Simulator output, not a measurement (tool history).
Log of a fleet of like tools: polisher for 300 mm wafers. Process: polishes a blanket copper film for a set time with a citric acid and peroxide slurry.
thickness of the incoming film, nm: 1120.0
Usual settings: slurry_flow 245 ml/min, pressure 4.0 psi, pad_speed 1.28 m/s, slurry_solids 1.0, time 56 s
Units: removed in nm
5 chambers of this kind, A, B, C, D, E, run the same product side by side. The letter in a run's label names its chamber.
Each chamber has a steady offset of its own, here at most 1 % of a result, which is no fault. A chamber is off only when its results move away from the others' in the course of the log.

| run | day | slurry_flow | pressure | pad_speed | slurry_solids | time | wafers polished on this pad | hours since the slurry nozzle was cleaned | hours since the head pressure was calibrated | hours since the slurry blender was calibrated | removed |
|---|---|---|---|---|---|---|---|---|---|---|---|
|  | 0.271 | chamber C: slurry blender recalibrated |
| 1D | 0.454 | 245 | 4.0 | 1.28 | 1.0 | 56 | 645 | 23.3 | 841.1 | 119.6 | 199.10 |
|  | 0.483 | chamber B: slurry nozzle cleaned |
| 2B | 1.038 | 245 | 4.0 | 1.28 | 1.0 | 56 | 773 | 13.4 | 177.7 | 121.4 | 203.92 |
|  | 1.058 | chamber E: worn pad replaced by a new one |
| 3C | 1.608 | 245 | 4.0 | 1.28 | 1.0 | 56 | 455 | 85.1 | 361.1 | 32.1 | 199.89 |
|  | 1.921 | chamber D: worn pad replaced by a new one |
| 4E | 2.067 | 245 | 4.0 | 1.28 | 1.0 | 56 | 222 | 196.2 | 297.6 | 284.7 | 200.39 |
| 5A | 2.496 | 245 | 4.0 | 1.28 | 1.0 | 56 | 968 | 90.5 | 504.1 | 111.3 | 199.13 |
|  | 2.725 | chamber A: worn pad replaced by a new one |
| 6B | 3.033 | 245 | 4.0 | 1.60 | 1.0 | 56 | 1211 | 61.3 | 225.6 | 169.3 | 245.53 |
|  | 3.417 | chamber A: slurry blender recalibrated |
| 7C | 3.521 | 245 | 4.0 | 1.60 | 1.0 | 56 | 875 | 131.0 | 407.0 | 78.0 | 249.11 |
|  | 3.683 | chamber B: worn pad replaced by a new one |
| 8A | 3.825 | 245 | 4.0 | 1.60 | 1.0 | 56 | 242 | 122.4 | 536.0 | 9.9 | 250.10 |
|  | 4.125 | chamber C: worn pad replaced by a new one |
| 9D | 4.275 | 245 | 4.0 | 1.60 | 1.0 | 56 | 517 | 115.0 | 932.8 | 211.3 | 251.70 |
| 10E | 4.792 | 245 | 4.0 | 1.60 | 1.0 | 56 | 820 | 261.6 | 363.0 | 350.1 | 253.08 |
| 11D | 5.129 | 245 | 4.0 | 1.28 | 1.0 | 56 | 704 | 135.5 | 953.3 | 231.8 | 198.12 |
|  | 5.200 | chamber D: worn pad replaced by a new one |
|  | 5.300 | chamber C: head pressure recalibrated |
|  | 5.433 | chamber C: slurry blender recalibrated |
| 12A | 5.775 | 245 | 4.0 | 1.28 | 0.9 | 56 | 670 | 169.2 | 582.8 | 56.7 | 196.65 |
|  | 5.938 | chamber E: worn pad replaced by a new one |
| 13B | 6.312 | 245 | 4.0 | 1.28 | 0.9 | 56 | 578 | 140.0 | 304.3 | 248.0 | 198.24 |
|  | 6.542 | chamber B: slurry blender recalibrated |
| 14C | 6.617 | 245 | 4.0 | 1.28 | 0.9 | 56 | 547 | 205.3 | 31.7 | 28.4 | 176.18 |
| 15E | 6.929 | 245 | 4.0 | 1.28 | 0.9 | 56 | 218 | 312.9 | 414.3 | 401.4 | 194.68 |
| 16C | 7.250 | 245 | 4.0 | 1.28 | 0.9 | 56 | 686 | 220.5 | 46.9 | 43.6 | 176.33 |
| 17A | 7.833 | 245 | 4.0 | 1.28 | 1.0 | 56 | 1122 | 218.6 | 632.2 | 106.1 | 197.48 |
|  | 8.062 | chamber A: worn pad replaced by a new one |
|  | 8.362 | chamber C: worn pad replaced by a new one |
| 18B | 8.362 | 245 | 4.0 | 1.28 | 1.0 | 56 | 1028 | 189.2 | 353.5 | 43.7 | 199.40 |
|  | 8.675 | chamber A: slurry blender recalibrated |
|  | 8.692 | chamber B: worn pad replaced by a new one |
|  | 8.825 | chamber D: worn pad replaced by a new one |
| 19D | 9.029 | 245 | 4.0 | 1.28 | 1.0 | 56 | 45 | 229.1 | 1046.9 | 325.4 | 198.71 |
|  | 9.129 | chamber D: slurry blender recalibrated |
| 20E | 9.617 | 245 | 3.2 | 1.28 | 1.0 | 44 | 808 | 377.4 | 478.8 | 465.9 | 123.79 |
|  | 9.667 | chamber E: slurry nozzle cleaned |
|  | 9.917 | chamber C: slurry blender recalibrated |
|  | 9.979 | chamber D: head pressure recalibrated |
| 21A | 10.200 | 245 | 3.2 | 1.28 | 1.0 | 44 | 470 | 275.4 | 689.0 | 36.6 | 124.92 |
|  | 10.233 | chamber E: head pressure recalibrated |
|  | 10.617 | chamber E: worn pad replaced by a new one |
| 22C | 10.754 | 245 | 3.2 | 1.28 | 1.0 | 44 | 525 | 304.6 | 131.0 | 20.2 | 112.54 |
| 23B | 11.196 | 245 | 3.2 | 1.28 | 1.0 | 44 | 549 | 257.2 | 421.5 | 111.7 | 124.90 |
| 24D | 11.496 | 245 | 3.2 | 1.28 | 1.0 | 44 | 587 | 288.3 | 36.4 | 56.9 | 128.06 |
| 25E | 11.804 | 245 | 4.0 | 1.28 | 1.0 | 56 | 261 | 51.3 | 37.7 | 518.4 | 199.00 |
|  | 11.829 | chamber E: slurry blender recalibrated |
| 26A | 12.158 | 245 | 4.0 | 1.28 | 1.0 | 56 | 900 | 322.4 | 736.0 | 83.6 | 201.67 |
|  | 12.458 | chamber D: worn pad replaced by a new one |
|  | 12.458 | chamber C: worn pad replaced by a new one |
| 27D | 12.529 | 300 | 4.0 | 1.28 | 0.9 | 56 | 16 | 313.1 | 61.2 | 81.7 | 202.31 |
| 28B | 13.038 | 300 | 4.0 | 1.28 | 0.9 | 56 | 954 | 301.4 | 465.7 | 155.9 | 201.57 |
| 29E | 13.342 | 300 | 4.0 | 1.28 | 0.9 | 56 | 599 | 88.2 | 74.6 | 36.4 | 199.22 |
| 30C | 13.833 | 300 | 4.0 | 1.28 | 0.9 | 56 | 302 | 378.5 | 204.9 | 94.1 | 179.68 |
| 31E | 14.512 | 300 | 4.0 | 1.28 | 0.9 | 56 | 856 | 116.3 | 102.7 | 64.5 | 199.09 |

Next, every chamber runs the same settings. What will each give?
| 32A | 15.004 | 245 | 4.0 | 1.56 | 1.0 | 56 |  |  |  |  | ? |
| 32B | 15.004 | 245 | 4.0 | 1.56 | 1.0 | 56 |  |  |  |  | ? |
| 32C | 15.004 | 245 | 4.0 | 1.56 | 1.0 | 56 |  |  |  |  | ? |
| 32D | 15.004 | 245 | 4.0 | 1.56 | 1.0 | 56 |  |  |  |  | ? |
| 32E | 15.004 | 245 | 4.0 | 1.56 | 1.0 | 56 |  |  |  |  | ? |

| run | removed |
|---|---|
| 32A | 246.82 |
| 32B | 241.05 |
| 32C | 215.77 |
| 32D | 243.34 |
| 32E | 246.77 |
